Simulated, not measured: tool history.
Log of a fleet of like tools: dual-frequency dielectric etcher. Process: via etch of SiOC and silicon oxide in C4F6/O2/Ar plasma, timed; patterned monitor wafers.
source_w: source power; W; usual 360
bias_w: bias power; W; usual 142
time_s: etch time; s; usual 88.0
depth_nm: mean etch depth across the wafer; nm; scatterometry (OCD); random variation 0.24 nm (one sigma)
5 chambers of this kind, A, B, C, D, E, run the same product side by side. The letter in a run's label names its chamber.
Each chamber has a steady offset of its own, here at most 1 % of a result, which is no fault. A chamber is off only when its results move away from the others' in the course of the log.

run,hour,source_w,bias_w,time_s,"read-back reference wafer on the same gauge, depth_nm",depth_nm
1A,11.2,360,142,88.0,79.201,88.969
2C,23.6,360,142,88.0,79.173,88.082
3D,34.4,360,142,88.0,79.178,87.922
4E,43.6,360,142,88.0,79.186,87.889
5B,55.9,360,142,88.0,79.192,88.606
6B,61.6,360,142,88.0,79.227,88.426
7D,73.3,360,142,88.0,79.255,88.263
8E,80.5,360,142,88.0,79.177,88.325
9A,86.8,360,142,100.0,79.210,101.240
10C,97.6,360,142,100.0,79.195,100.910
11B,105.7,360,142,100.0,79.131,101.140
12D,118.5,360,142,100.0,79.209,100.130
13E,126.3,360,142,100.0,79.254,99.368
14C,132.4,360,142,88.0,79.203,88.347
15A,141.1,360,142,88.0,79.188,89.193
16D,150.3,360,142,88.0,79.195,88.019
17E,160.7,360,142,88.0,79.257,87.813
# hour 167.0: chamber D: wet clean of the chamber
18B,168.8,360,142,88.0,79.242,88.478
19A,177.7,360,142,88.0,79.209,88.935
# hour 185.9: chamber C: wet clean of the chamber
20C,189.1,360,142,88.0,79.199,88.402
21E,199.9,360,142,88.0,79.192,87.521
# hour 202.4: chamber A: wet clean of the chamber
22B,207.3,360,142,88.0,79.248,88.044
23D,218.7,360,115,106.0,79.225,99.601
24A,231.4,360,115,106.0,79.185,100.810
25C,242.4,360,115,106.0,79.237,99.536
26E,248.6,360,115,106.0,79.202,97.878
27A,257.3,360,115,106.0,79.177,100.770
28B,264.7,360,142,63.5,79.199,63.740
29D,274.6,360,142,63.5,79.218,63.676
30C,280.7,360,142,63.5,79.165,63.911
31D,286.3,360,142,63.5,79.178,63.469
# hour 293.8: chamber D: bias power generator calibrated
32B,293.9,360,142,63.5,79.222,63.703
33E,306.5,360,142,88.0,79.199,86.154
34C,316.2,360,142,88.0,79.168,88.213
35A,323.7,360,142,88.0,79.214,89.108
36E,332.3,360,142,88.0,79.230,85.717
37A,343.5,360,167,70.0,79.232,74.201
38B,352.1,360,167,70.0,79.194,73.614
39D,358.3,360,167,70.0,79.235,73.766
40C,367.5,360,167,70.0,79.199,73.830
41E,376.3,360,167,70.0,79.135,71.331
42A,389.2,310,125,88.0,79.204,80.592

All 5 chambers run these settings next. Forecast each chamber's results:
43A,398.4,360,142,102.0,,?
43B,398.4,360,142,102.0,,?
43C,398.4,360,142,102.0,,?
43D,398.4,360,142,102.0,,?
43E,398.4,360,142,102.0,,?

run,depth_nm
43A,103.520
43B,101.900
43C,102.560
43D,101.920
43E,98.608
